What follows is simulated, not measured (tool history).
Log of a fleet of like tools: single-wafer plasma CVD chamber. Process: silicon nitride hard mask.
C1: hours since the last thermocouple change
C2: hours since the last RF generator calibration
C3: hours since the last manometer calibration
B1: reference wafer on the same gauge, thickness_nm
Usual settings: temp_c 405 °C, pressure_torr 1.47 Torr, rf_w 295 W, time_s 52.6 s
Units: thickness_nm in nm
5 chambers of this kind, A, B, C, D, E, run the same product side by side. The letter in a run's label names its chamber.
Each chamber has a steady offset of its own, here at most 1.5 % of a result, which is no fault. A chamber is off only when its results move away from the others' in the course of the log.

run 1B hour=12.6 | temp_c=405 pressure_torr=1.47 rf_w=295 time_s=52.6 | C1=965.5 C2=1385.3 C3=560.3 | B1=69.698 | thickness_nm=58.637
run 2D hour=21.1 | temp_c=405 pressure_torr=1.47 rf_w=295 time_s=52.6 | C1=2331.8 C2=870.7 C3=1014.2 | B1=69.706 | thickness_nm=58.43
run 3C hour=28.3 | temp_c=405 pressure_torr=1.47 rf_w=295 time_s=52.6 | C1=103.8 C2=596.9 C3=1571.1 | B1=69.711 | thickness_nm=59.134
run 4A hour=41.1 | temp_c=405 pressure_torr=1.47 rf_w=295 time_s=52.6 | C1=867.4 C2=180.3 C3=80.3 | B1=69.71 | thickness_nm=58.06
run 5E hour=53.2 | temp_c=405 pressure_torr=1.47 rf_w=295 time_s=52.6 | C1=1895.7 C2=1049.6 C3=822.8 | B1=69.72 | thickness_nm=57.588
-- hour=63.8 chamber D: thermocouple changed; heater temperature recalibrated
run 6C hour=65.5 | temp_c=405 pressure_torr=1.47 rf_w=295 time_s=52.6 | C1=141 C2=634.1 C3=1608.3 | B1=69.7 | thickness_nm=58.672
run 7B hour=79.3 | temp_c=405 pressure_torr=1.47 rf_w=295 time_s=52.6 | C1=1032.2 C2=1452 C3=627 | B1=69.686 | thickness_nm=58.748
run 8E hour=90.2 | temp_c=405 pressure_torr=1.47 rf_w=295 time_s=52.6 | C1=1932.7 C2=1086.6 C3=859.8 | B1=69.699 | thickness_nm=57.433
run 9A hour=104.8 | temp_c=405 pressure_torr=1.47 rf_w=295 time_s=52.6 | C1=931.1 C2=244 C3=144 | B1=69.686 | thickness_nm=58.416
run 10D hour=119.5 | temp_c=405 pressure_torr=1.47 rf_w=295 time_s=52.6 | C1=55.7 C2=969.1 C3=1112.6 | B1=69.702 | thickness_nm=58.454
run 11A hour=127.8 | temp_c=405 pressure_torr=1.47 rf_w=295 time_s=52.6 | C1=954.1 C2=267 C3=167 | B1=69.658 | thickness_nm=58.105
run 12E hour=140.9 | temp_c=405 pressure_torr=1.47 rf_w=295 time_s=52.6 | C1=1983.4 C2=1137.3 C3=910.5 | B1=69.705 | thickness_nm=57.541
run 13B hour=154.6 | temp_c=405 pressure_torr=1.47 rf_w=295 time_s=52.6 | C1=1107.5 C2=1527.3 C3=702.3 | B1=69.713 | thickness_nm=58.435
run 14C hour=163.6 | temp_c=405 pressure_torr=1.47 rf_w=295 time_s=52.6 | C1=239.1 C2=732.2 C3=1706.4 | B1=69.67 | thickness_nm=58.98
run 15D hour=177.2 | temp_c=405 pressure_torr=1.47 rf_w=295 time_s=52.6 | C1=113.4 C2=1026.8 C3=1170.3 | B1=69.752 | thickness_nm=58.576
run 16C hour=192.2 | temp_c=405 pressure_torr=1.47 rf_w=295 time_s=52.6 | C1=267.7 C2=760.8 C3=1735 | B1=69.673 | thickness_nm=58.78
-- hour=194.5 chamber D: capacitance manometer re-zeroed and calibrated
run 17D hour=203.9 | temp_c=405 pressure_torr=1.47 rf_w=295 time_s=52.6 | C1=140.1 C2=1053.5 C3=9.4 | B1=69.73 | thickness_nm=58.445
run 18B hour=215.9 | temp_c=405 pressure_torr=1.47 rf_w=295 time_s=52.6 | C1=1168.8 C2=1588.6 C3=763.6 | B1=69.706 | thickness_nm=58.493
run 19A hour=224.2 | temp_c=398 pressure_torr=1.47 rf_w=295 time_s=52.6 | C1=1050.5 C2=363.4 C3=263.4 | B1=69.729 | thickness_nm=58.624
run 20E hour=236.9 | temp_c=398 pressure_torr=1.47 rf_w=295 time_s=52.6 | C1=2079.4 C2=1233.3 C3=1006.5 | B1=69.772 | thickness_nm=57.953
run 21A hour=247.2 | temp_c=398 pressure_torr=1.47 rf_w=295 time_s=52.6 | C1=1073.5 C2=386.4 C3=286.4 | B1=69.658 | thickness_nm=58.43
run 22B hour=256.6 | temp_c=398 pressure_torr=1.47 rf_w=295 time_s=52.6 | C1=1209.5 C2=1629.3 C3=804.3 | B1=69.772 | thickness_nm=58.582
run 23D hour=268.2 | temp_c=398 pressure_torr=1.47 rf_w=295 time_s=52.6 | C1=204.4 C2=1117.8 C3=73.7 | B1=69.676 | thickness_nm=58.932
run 24C hour=282.6 | temp_c=396 pressure_torr=1.47 rf_w=350 time_s=52.6 | C1=358.1 C2=851.2 C3=1825.4 | B1=69.75 | thickness_nm=66.239
run 25E hour=289.8 | temp_c=396 pressure_torr=1.47 rf_w=350 time_s=52.6 | C1=2132.3 C2=1286.2 C3=1059.4 | B1=69.726 | thickness_nm=64.215
run 26C hour=297.4 | temp_c=396 pressure_torr=1.47 rf_w=350 time_s=52.6 | C1=372.9 C2=866 C3=1840.2 | B1=69.65 | thickness_nm=65.879
run 27E hour=310.7 | temp_c=396 pressure_torr=1.47 rf_w=350 time_s=52.6 | C1=2153.2 C2=1307.1 C3=1080.3 | B1=69.664 | thickness_nm=64.391
run 28D hour=325.3 | temp_c=396 pressure_torr=1.47 rf_w=350 time_s=52.6 | C1=261.5 C2=1174.9 C3=130.8 | B1=69.696 | thickness_nm=65.648
run 29A hour=338.4 | temp_c=405 pressure_torr=1.47 rf_w=295 time_s=52.6 | C1=1164.7 C2=477.6 C3=377.6 | B1=69.725 | thickness_nm=58.303
run 30B hour=349.1 | temp_c=405 pressure_torr=1.47 rf_w=295 time_s=52.6 | C1=1302 C2=1721.8 C3=896.8 | B1=69.705 | thickness_nm=58.522
run 31D hour=363.2 | temp_c=405 pressure_torr=1.47 rf_w=295 time_s=52.6 | C1=299.4 C2=1212.8 C3=168.7 | B1=69.692 | thickness_nm=58.441
run 32A hour=376.9 | temp_c=405 pressure_torr=1.47 rf_w=295 time_s=52.6 | C1=1203.2 C2=516.1 C3=416.1 | B1=69.733 | thickness_nm=58.077
run 33E hour=384 | temp_c=405 pressure_torr=1.47 rf_w=295 time_s=52.6 | C1=2226.5 C2=1380.4 C3=1153.6 | B1=69.679 | thickness_nm=57.841
run 34B hour=391.6 | temp_c=405 pressure_torr=1.47 rf_w=295 time_s=52.6 | C1=1344.5 C2=1764.3 C3=939.3 | B1=69.68 | thickness_nm=58.401
run 35C hour=400.1 | temp_c=405 pressure_torr=1.47 rf_w=295 time_s=52.6 | C1=475.6 C2=968.7 C3=1942.9 | B1=69.698 | thickness_nm=58.927
run 36C hour=411.8 | temp_c=405 pressure_torr=1.47 rf_w=295 time_s=52.6 | C1=487.3 C2=980.4 C3=1954.6 | B1=69.716 | thickness_nm=58.839
run 37A hour=418.3 | temp_c=405 pressure_torr=1.47 rf_w=295 time_s=52.6 | C1=1244.6 C2=557.5 C3=457.5 | B1=69.72 | thickness_nm=58.345
run 38D hour=426.1 | temp_c=405 pressure_torr=1.47 rf_w=295 time_s=52.6 | C1=362.3 C2=1275.7 C3=231.6 | B1=69.715 | thickness_nm=58.745

All 5 chambers run these settings next. Forecast each chamber's results:
run 39A hour=436.8 | temp_c=405 pressure_torr=1.47 rf_w=295 time_s=52.6 | thickness_nm=?
run 39B hour=436.8 | temp_c=405 pressure_torr=1.47 rf_w=295 time_s=52.6 | thickness_nm=?
run 39C hour=436.8 | temp_c=405 pressure_torr=1.47 rf_w=295 time_s=52.6 | thickness_nm=?
run 39D hour=436.8 | temp_c=405 pressure_torr=1.47 rf_w=295 time_s=52.6 | thickness_nm=?
run 39E hour=436.8 | temp_c=405 pressure_torr=1.47 rf_w=295 time_s=52.6 | thickness_nm=?

run=39A thickness_nm=58.294
run=39B thickness_nm=58.541
run=39C thickness_nm=58.881
run=39D thickness_nm=58.287
run=39E thickness_nm=57.836
